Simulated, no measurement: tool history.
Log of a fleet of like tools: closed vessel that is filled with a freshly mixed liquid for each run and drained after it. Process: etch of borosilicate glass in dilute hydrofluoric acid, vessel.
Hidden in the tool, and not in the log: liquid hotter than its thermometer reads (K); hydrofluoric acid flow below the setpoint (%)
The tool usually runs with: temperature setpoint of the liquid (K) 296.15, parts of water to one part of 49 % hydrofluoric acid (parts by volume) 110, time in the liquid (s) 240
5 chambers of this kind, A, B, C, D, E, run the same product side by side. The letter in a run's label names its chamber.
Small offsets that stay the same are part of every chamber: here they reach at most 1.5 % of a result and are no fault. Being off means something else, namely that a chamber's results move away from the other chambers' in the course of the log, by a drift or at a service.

| run | hour | temperature setpoint of the liquid (K) | parts of water to one part of 49 % hydrofluoric acid (parts by volume) | time in the liquid (s) | hours since the thermometer was replaced | hours since the hydrofluoric acid flow meter was replaced | read-back film thickness of the borosilicate glass reference wafer, read on the same gauge (nm) | thickness taken off the borosilicate glass on a monitor wafer (nm) |
|---|---|---|---|---|---|---|---|---|
| 1D | 7.3 | 296.15 | 110 | 240 | 1000.3 | 88.4 | 60.024 | 49.334 |
| 2C | 12.2 | 296.15 | 110 | 240 | 1080.9 | 478.5 | 60.006 | 49.608 |
| 3B | 18.3 | 296.15 | 110 | 240 | 370.4 | 1957 | 59.953 | 49.446 |
| 4A | 24.4 | 296.15 | 110 | 240 | 2240.9 | 57.3 | 59.988 | 50.317 |
| 5E | 29.9 | 296.15 | 110 | 240 | 887.1 | 50.4 | 60.004 | 49.269 |
| 6B | 34.5 | 296.15 | 110 | 240 | 386.6 | 1973.2 | 60.003 | 49.351 |
| 7D | 41.4 | 296.15 | 110 | 240 | 1034.4 | 122.5 | 59.977 | 48.798 |
| 8E | 45.7 | 296.15 | 110 | 240 | 902.9 | 66.2 | 60.002 | 49.642 |
| 9C | 53 | 296.15 | 110 | 240 | 1121.7 | 519.3 | 60.001 | 49.542 |
| 10A | 60.8 | 296.15 | 110 | 240 | 2277.3 | 93.7 | 60.024 | 49.92 |
| 11B | 64.6 | 296.15 | 110 | 240 | 416.7 | 2003.3 | 60.029 | 49.591 |
| 12A | 70.9 | 296.15 | 110 | 240 | 2287.4 | 103.8 | 60.047 | 50.624 |
| 13D | 77.6 | 296.15 | 110 | 240 | 1070.6 | 158.7 | 60.006 | 49.658 |
| 14E | 81.2 | 296.15 | 110 | 240 | 938.4 | 101.7 | 60.005 | 49.515 |
| 15C | 86 | 296.15 | 110 | 240 | 1154.7 | 552.3 | 60.029 | 49.726 |
| 16A | 92.6 | 296.15 | 110 | 240 | 2309.1 | 125.5 | 59.964 | 49.731 |
| 17B | 97.9 | 296.15 | 110 | 240 | 450 | 2036.6 | 60.043 | 49.65 |
| 18C | 105.7 | 296.15 | 110 | 240 | 1174.4 | 572 | 59.999 | 50.274 |
| 19E | 112.6 | 296.15 | 110 | 240 | 969.8 | 133.1 | 59.943 | 49.947 |
| 20D | 117.9 | 296.15 | 110 | 240 | 1110.9 | 199 | 60.022 | 49.579 |
| 21E | 123 | 296.15 | 110 | 240 | 980.2 | 143.5 | 60.013 | 49.13 |
|  | 126.7 | chamber B: thermometer replaced |
| 22D | 128 | 296.15 | 110 | 240 | 1121 | 209.1 | 59.993 | 49.233 |
| 23A | 134 | 296.15 | 110 | 240 | 2350.5 | 166.9 | 59.98 | 49.839 |
| 24B | 137.6 | 296.15 | 110 | 240 | 11 | 2076.3 | 60.056 | 49.437 |
| 25C | 142.9 | 292.65 | 110 | 240 | 1211.6 | 609.2 | 60.011 | 43.918 |
| 26A | 146.7 | 292.65 | 110 | 240 | 2363.2 | 179.6 | 60.013 | 43.408 |
| 27E | 152.9 | 292.65 | 110 | 240 | 1010.1 | 173.4 | 60.026 | 42.707 |
| 28B | 159.6 | 292.65 | 110 | 240 | 33 | 2098.3 | 59.992 | 42.941 |
| 29C | 165.3 | 292.65 | 110 | 240 | 1234 | 631.6 | 60.004 | 44.373 |
| 30D | 170.7 | 296.15 | 110 | 240 | 1163.7 | 251.8 | 59.956 | 49.401 |
|  | 172 | chamber C: hydrofluoric acid flow meter replaced |
| 31D | 176.5 | 296.15 | 110 | 240 | 1169.5 | 257.6 | 60.036 | 49.102 |
| 32A | 182.5 | 296.15 | 110 | 240 | 2399 | 215.4 | 60.005 | 50.581 |
| 33E | 189.2 | 296.15 | 110 | 240 | 1046.4 | 209.7 | 60.015 | 49.788 |
| 34C | 193.6 | 296.15 | 110 | 240 | 1262.3 | 21.6 | 60.006 | 51.471 |
| 35B | 199.6 | 296.15 | 110 | 240 | 73 | 2138.3 | 59.991 | 49.562 |
| 36E | 203.1 | 296.15 | 110 | 240 | 1060.3 | 223.6 | 59.987 | 49.343 |
| 37A | 207 | 296.15 | 110 | 240 | 2423.5 | 239.9 | 59.967 | 50.448 |
| 38D | 212.7 | 296.15 | 110 | 240 | 1205.7 | 293.8 | 59.963 | 49.575 |
| 39C | 217.9 | 296.15 | 110 | 240 | 1286.6 | 45.9 | 59.98 | 51.796 |
| 40B | 225.1 | 296.15 | 110 | 240 | 98.5 | 2163.8 | 59.953 | 49.789 |

The same settings go to every chamber for the next run, one line per chamber below. Forecast the results for each:
| 41A | 230.7 | 296.15 | 110 | 240 |  |  |  | ? |
| 41B | 230.7 | 296.15 | 110 | 240 |  |  |  | ? |
| 41C | 230.7 | 296.15 | 110 | 240 |  |  |  | ? |
| 41D | 230.7 | 296.15 | 110 | 240 |  |  |  | ? |
| 41E | 230.7 | 296.15 | 110 | 240 |  |  |  | ? |

| run | thickness taken off the borosilicate glass on a monitor wafer (nm) |
|---|---|
| 41A | 50.517 |
| 41B | 49.429 |
| 41C | 52.411 |
| 41D | 49.193 |
| 41E | 49.681 |

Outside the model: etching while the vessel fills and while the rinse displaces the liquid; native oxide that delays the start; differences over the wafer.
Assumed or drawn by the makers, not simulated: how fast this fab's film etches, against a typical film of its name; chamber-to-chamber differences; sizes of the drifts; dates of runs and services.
